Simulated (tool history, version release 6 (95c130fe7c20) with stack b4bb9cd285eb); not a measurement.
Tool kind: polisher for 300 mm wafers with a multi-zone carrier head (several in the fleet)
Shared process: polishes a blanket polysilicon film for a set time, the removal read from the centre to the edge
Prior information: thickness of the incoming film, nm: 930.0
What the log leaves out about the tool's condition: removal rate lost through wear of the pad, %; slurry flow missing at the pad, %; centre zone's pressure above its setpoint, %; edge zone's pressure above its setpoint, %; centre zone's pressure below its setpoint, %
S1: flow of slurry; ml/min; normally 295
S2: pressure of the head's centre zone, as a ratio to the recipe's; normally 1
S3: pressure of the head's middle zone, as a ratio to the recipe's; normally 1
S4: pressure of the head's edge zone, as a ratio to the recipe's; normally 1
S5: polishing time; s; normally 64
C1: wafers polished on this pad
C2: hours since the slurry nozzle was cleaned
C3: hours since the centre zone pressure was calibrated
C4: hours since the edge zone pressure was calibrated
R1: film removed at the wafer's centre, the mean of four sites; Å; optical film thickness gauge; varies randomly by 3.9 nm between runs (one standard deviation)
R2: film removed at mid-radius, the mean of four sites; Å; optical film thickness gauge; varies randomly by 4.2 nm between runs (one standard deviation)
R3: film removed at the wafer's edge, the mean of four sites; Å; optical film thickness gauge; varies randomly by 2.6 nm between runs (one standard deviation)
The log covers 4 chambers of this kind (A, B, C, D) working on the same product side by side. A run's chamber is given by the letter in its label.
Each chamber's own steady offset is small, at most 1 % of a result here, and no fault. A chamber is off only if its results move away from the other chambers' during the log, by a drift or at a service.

run	hour	S1	S2	S3	S4	S5	C1	C2	C3	C4	R1	R2	R3
1A	8.2	295	1	1	1	64	957	28.4	244.7	554.7	3721.6	3653	3676.8
# hour 10.1: chamber B: worn pad replaced by a new one
2D	17.3	295	1	1	1	64	1008	57.3	72	843.1	3627.9	3759.5	3668.6
3B	22.6	295	1	1	1	64	152	27.2	676.5	529.2	3737.8	3780.7	3736.6
4C	28.9	295	1	1	1	64	1094	233.2	768.9	274.4	3746.7	3650.1	3701.8
5B	37.3	295	1	1	1	64	330	41.9	691.2	543.9	3687.8	3703.4	3734.9
# hour 40.2: chamber A: worn pad replaced by a new one
# hour 40.8: chamber C: worn pad replaced by a new one
6A	42.3	220	1	1	1	64	26	62.5	278.8	588.8	3592.8	3547.3	3638.2
# hour 43.4: chamber D: worn pad replaced by a new one
7D	47.7	220	1	1	1	64	53	87.7	102.4	873.5	3500.6	3556.4	3605.3
8C	52.2	220	1	1	1	64	139	256.5	792.2	297.7	3571.6	3540.3	3664.9
9C	61.9	220	1	1	1	64	257	266.2	801.9	307.4	3598.8	3623.9	3604.6
# hour 64.2: chamber B: worn pad replaced by a new one
10D	69.7	295	1	1	1	64	320	109.7	124.4	895.5	3753.6	3716.9	3657.8
11B	76.2	295	1	1	1	48	146	80.8	730.1	582.8	2751	2791.1	2791.6
12A	84.6	295	1	1	1	48	540	104.8	321.1	631.1	2769.5	2762.1	2784.1
13C	89.9	295	1	1	1	48	597	294.2	829.9	335.4	2720.8	2767	2756.6
14A	99.1	295	1	1	1	48	716	119.3	335.6	645.6	2781.1	2768.4	2757.1
15D	105.2	295	1	1	1	64	751	145.2	159.9	931	3676	3731.3	3679.7
# hour 111: chamber B: worn pad replaced by a new one
16B	114.8	295	1	1	1	64	46	119.4	768.7	621.4	3607	3750.1	3732.4
17C	123.3	295	1	1	1	64	1003	327.6	863.3	368.8	3596.5	3634.7	3613.2
18A	128.4	295	1	1	1	64	1072	148.6	364.9	674.9	3701.4	3599.4	3709.3
19D	134.1	295	1	1	1	64	1103	174.1	188.8	959.9	3682.5	3776.4	3687
# hour 134.9: chamber A: worn pad replaced by a new one
# hour 139.7: chamber D: worn pad replaced by a new one
20B	142.1	295	1	1	1	64	378	146.7	796	648.7	3650.7	3601.6	3729.8
21C	147	295	1	1	1	64	1291	351.3	887	392.5	3569.2	3654.2	3639.8
22B	151.7	295	1	1	1	64	494	156.3	805.6	658.3	3661.9	3682.6	3704
23D	157.1	295	1	1	1	64	211	197.1	211.8	982.9	3647.6	3686.8	3700
# hour 161.5: chamber C: worn pad replaced by a new one
# hour 162.9: chamber B: worn pad replaced by a new one
24A	164.6	295	1	1	1	64	361	184.8	401.1	711.1	3681.5	3680.9	3729.1
25B	170.8	295	1	1	1	64	96	175.4	824.7	677.4	3642.8	3761.7	3749.6
26D	175.8	295	1	1	1	64	439	215.8	230.5	1001.6	3700.5	3710.4	3661.8
27A	182.1	295	1	1	1	64	574	202.3	418.6	728.6	3711.8	3703.4	3711
28C	186.6	295	1	1.08	0.95	64	305	390.9	926.6	432.1	3484.5	3846	3477.7
29B	195.4	295	1	1.08	0.95	64	395	200	849.3	702	3611	4015.3	3579.4

Which is it: a chamber that has drifted or been left off by a service, a gauge drift common to all chambers, or only each chamber's usual small offset? If a chamber is off, name it and its likeliest cause.

It is chamber C that slowly wanders off from its peers.
Cause: slurry flow missing at the pad, % = 35.

Here are 4 candidates for chamber C's next run, each the usual settings with a change, their results left as question marks. Which one brings its results back in line with what the others give on the usual settings?
Counts as in line when no further than this from what the other chambers average on the usual settings: R1 140 Å; R2 150 Å; R3 92 Å
30C-1	202.3	290	0.97	0.99	1.01	59					?	?	?
30C-2	202.3	300	1.01	1.01	0.99	66					?	?	?
30C-3	202.3	290	0.99	0.99	1.01	62					?	?	?
30C-4	202.3	305	1.02	1.02	0.98	70					?	?	?

Other chambers, usual settings, mean: R1 3681.1 Å; R2 3692.5 Å; R3 3703.2 Å
run	R1	R2	R3
30C-1	3097.3	3198.4	3312.3
30C-2	3643.8	3661.2	3679.7
30C-3	3328.9	3360.7	3480.7
30C-4	3917.7	3927.3	3888.6
Change 30C-2 lands the chamber within the allowed miss of the other chambers.

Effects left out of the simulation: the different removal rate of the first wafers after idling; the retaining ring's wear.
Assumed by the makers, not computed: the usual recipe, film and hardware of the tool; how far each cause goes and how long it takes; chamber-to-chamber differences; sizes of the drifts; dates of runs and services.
